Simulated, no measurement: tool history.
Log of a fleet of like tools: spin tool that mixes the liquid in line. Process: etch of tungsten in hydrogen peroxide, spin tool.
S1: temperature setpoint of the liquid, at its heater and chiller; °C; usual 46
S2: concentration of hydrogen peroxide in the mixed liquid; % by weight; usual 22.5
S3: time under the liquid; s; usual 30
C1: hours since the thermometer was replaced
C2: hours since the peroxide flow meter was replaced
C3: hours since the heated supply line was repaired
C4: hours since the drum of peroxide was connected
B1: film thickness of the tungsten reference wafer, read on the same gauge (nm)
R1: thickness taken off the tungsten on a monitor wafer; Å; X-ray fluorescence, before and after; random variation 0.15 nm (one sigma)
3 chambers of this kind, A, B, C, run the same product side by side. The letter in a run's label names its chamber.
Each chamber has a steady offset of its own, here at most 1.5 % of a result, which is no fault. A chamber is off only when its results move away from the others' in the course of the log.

run 1A hour=7.5 | S1=46 S2=22.5 S3=30 | C1=354.3 C2=1858.9 C3=3684 C4=993.5 | B1=99.992 | R1=204.3
run 2B hour=14.9 | S1=46 S2=22.5 S3=30 | C1=361.5 C2=439.4 C3=235.3 C4=759.2 | B1=99.949 | R1=209.23
run 3C hour=19.6 | S1=46 S2=22.5 S3=30 | C1=620.2 C2=2349.7 C3=602.9 C4=225.5 | B1=100.02 | R1=212.39
run 4C hour=27.3 | S1=46 S2=22.5 S3=30 | C1=627.9 C2=2357.4 C3=610.6 C4=233.2 | B1=100.01 | R1=212.28
run 5A hour=33.6 | S1=46 S2=22.5 S3=30 | C1=380.4 C2=1885 C3=3710.1 C4=1019.6 | B1=99.996 | R1=205.12
run 6B hour=38.6 | S1=46 S2=22.5 S3=30 | C1=385.2 C2=463.1 C3=259 C4=782.9 | B1=100.03 | R1=206.48
-- hour=38.7 chamber A: heated supply line repaired
-- hour=43.2 chamber C: peroxide flow meter replaced
-- hour=44.6 chamber B: new drum of peroxide connected
run 7B hour=45.4 | S1=46 S2=22.5 S3=30 | C1=392 C2=469.9 C3=265.8 C4=0.9 | B1=99.995 | R1=207.34
run 8C hour=50.2 | S1=46 S2=22.5 S3=30 | C1=650.8 C2=7.1 C3=633.5 C4=256.1 | B1=99.983 | R1=212.01
run 9A hour=55.3 | S1=46 S2=22.5 S3=30 | C1=402.1 C2=1906.7 C3=16.7 C4=1041.3 | B1=99.996 | R1=207
-- hour=58.2 chamber A: peroxide flow meter replaced
run 10C hour=62.1 | S1=46 S2=22.5 S3=30 | C1=662.7 C2=19 C3=645.4 C4=268 | B1=100.02 | R1=210.63
run 11A hour=69.3 | S1=46 S2=22.5 S3=30 | C1=416.1 C2=11.2 C3=30.7 C4=1055.3 | B1=99.971 | R1=208.24
run 12B hour=73.7 | S1=46 S2=22.5 S3=30 | C1=420.3 C2=498.2 C3=294.1 C4=29.2 | B1=99.984 | R1=206.45
run 13A hour=77.9 | S1=46 S2=22.5 S3=30 | C1=424.7 C2=19.8 C3=39.3 C4=1063.9 | B1=99.997 | R1=205.45
run 14B hour=86.3 | S1=46 S2=22.5 S3=30 | C1=432.9 C2=510.8 C3=306.7 C4=41.8 | B1=99.957 | R1=209.11
-- hour=90.7 chamber B: peroxide flow meter replaced
run 15C hour=94.5 | S1=46 S2=22.5 S3=30 | C1=695.1 C2=51.4 C3=677.8 C4=300.4 | B1=100.04 | R1=207.1
run 16B hour=98.3 | S1=46 S2=22.5 S3=30 | C1=444.9 C2=7.7 C3=318.7 C4=53.8 | B1=99.983 | R1=209.3
-- hour=103.5 chamber C: new drum of peroxide connected
run 17C hour=105.8 | S1=46 S2=22.5 S3=30 | C1=706.4 C2=62.7 C3=689.1 C4=2.4 | B1=99.988 | R1=209.55
run 18A hour=111.6 | S1=46 S2=22.5 S3=30 | C1=458.4 C2=53.5 C3=73 C4=1097.6 | B1=99.985 | R1=203.65
run 19A hour=117.4 | S1=46 S2=22.5 S3=30 | C1=464.2 C2=59.3 C3=78.8 C4=1103.4 | B1=100.05 | R1=206.97
run 20B hour=122.4 | S1=46 S2=22.5 S3=30 | C1=469 C2=31.8 C3=342.8 C4=77.9 | B1=100.01 | R1=207.16
run 21C hour=130.5 | S1=46 S2=22.5 S3=30 | C1=731.1 C2=87.4 C3=713.8 C4=27.1 | B1=99.986 | R1=209.78
run 22C hour=136.2 | S1=46 S2=22.5 S3=30 | C1=736.8 C2=93.1 C3=719.5 C4=32.8 | B1=100 | R1=208.38
-- hour=140.7 chamber A: new drum of peroxide connected
run 23A hour=140.7 | S1=46 S2=22.5 S3=30 | C1=487.5 C2=82.6 C3=102.1 C4=0 | B1=100 | R1=202.24
run 24B hour=144.9 | S1=46 S2=22.5 S3=30 | C1=491.5 C2=54.3 C3=365.3 C4=100.4 | B1=99.973 | R1=209.22
run 25C hour=149.2 | S1=52 S2=22.5 S3=35 | C1=749.8 C2=106.1 C3=732.5 C4=45.8 | B1=100.05 | R1=351.49
run 26A hour=155.1 | S1=52 S2=22.5 S3=35 | C1=501.9 C2=97 C3=116.5 C4=14.4 | B1=99.98 | R1=340.22
run 27B hour=160.4 | S1=52 S2=22.5 S3=35 | C1=507 C2=69.8 C3=380.8 C4=115.9 | B1=100.02 | R1=350.46
run 28B hour=165.8 | S1=46 S2=22.5 S3=30 | C1=512.4 C2=75.2 C3=386.2 C4=121.3 | B1=100.05 | R1=210.24
run 29A hour=170.2 | S1=46 S2=22.5 S3=30 | C1=517 C2=112.1 C3=131.6 C4=29.5 | B1=99.981 | R1=201.57
run 30C hour=174.2 | S1=46 S2=22.5 S3=30 | C1=774.8 C2=131.1 C3=757.5 C4=70.8 | B1=100 | R1=208.06
run 31B hour=182.5 | S1=46 S2=22.5 S3=30 | C1=529.1 C2=91.9 C3=402.9 C4=138 | B1=100 | R1=208.22
run 32A hour=189.2 | S1=46 S2=28 S3=35 | C1=536 C2=131.1 C3=150.6 C4=48.5 | B1=99.994 | R1=260.86
run 33C hour=197.6 | S1=46 S2=28 S3=35 | C1=798.2 C2=154.5 C3=780.9 C4=94.2 | B1=99.987 | R1=269.12
run 34A hour=203 | S1=46 S2=28 S3=35 | C1=549.8 C2=144.9 C3=164.4 C4=62.3 | B1=100 | R1=259.32
run 35B hour=209.8 | S1=46 S2=22.5 S3=30 | C1=556.4 C2=119.2 C3=430.2 C4=165.3 | B1=100 | R1=209.22
run 36C hour=215 | S1=46 S2=22.5 S3=30 | C1=815.6 C2=171.9 C3=798.3 C4=111.6 | B1=100.03 | R1=207.54
run 37B hour=219.9 | S1=46 S2=22.5 S3=30 | C1=566.5 C2=129.3 C3=440.3 C4=175.4 | B1=99.991 | R1=208.98
run 38A hour=226.2 | S1=46 S2=22.5 S3=30 | C1=573 C2=168.1 C3=187.6 C4=85.5 | B1=100 | R1=196.21
run 39C hour=231.9 | S1=46 S2=22.5 S3=30 | C1=832.5 C2=188.8 C3=815.2 C4=128.5 | B1=99.994 | R1=208.26
run 40A hour=238.6 | S1=46 S2=22.5 S3=30 | C1=585.4 C2=180.5 C3=200 C4=97.9 | B1=100.01 | R1=196.35
run 41B hour=246.3 | S1=46 S2=22.5 S3=30 | C1=592.9 C2=155.7 C3=466.7 C4=201.8 | B1=99.97 | R1=209.06
run 42C hour=254.6 | S1=46 S2=22.5 S3=30 | C1=855.2 C2=211.5 C3=837.9 C4=151.2 | B1=99.986 | R1=207.27
run 43B hour=261.6 | S1=46 S2=22.5 S3=30 | C1=608.2 C2=171 C3=482 C4=217.1 | B1=100 | R1=209.43
run 44A hour=269.5 | S1=46 S2=22.5 S3=30 | C1=616.3 C2=211.4 C3=230.9 C4=128.8 | B1=99.973 | R1=193.77

All 3 chambers run these settings next. Forecast each chamber's results:
run 45A hour=275.6 | S1=46 S2=22.5 S3=30 | R1=?
run 45B hour=275.6 | S1=46 S2=22.5 S3=30 | R1=?
run 45C hour=275.6 | S1=46 S2=22.5 S3=30 | R1=?

run=45A R1=193.09
run=45B R1=207.66
run=45C R1=209.47
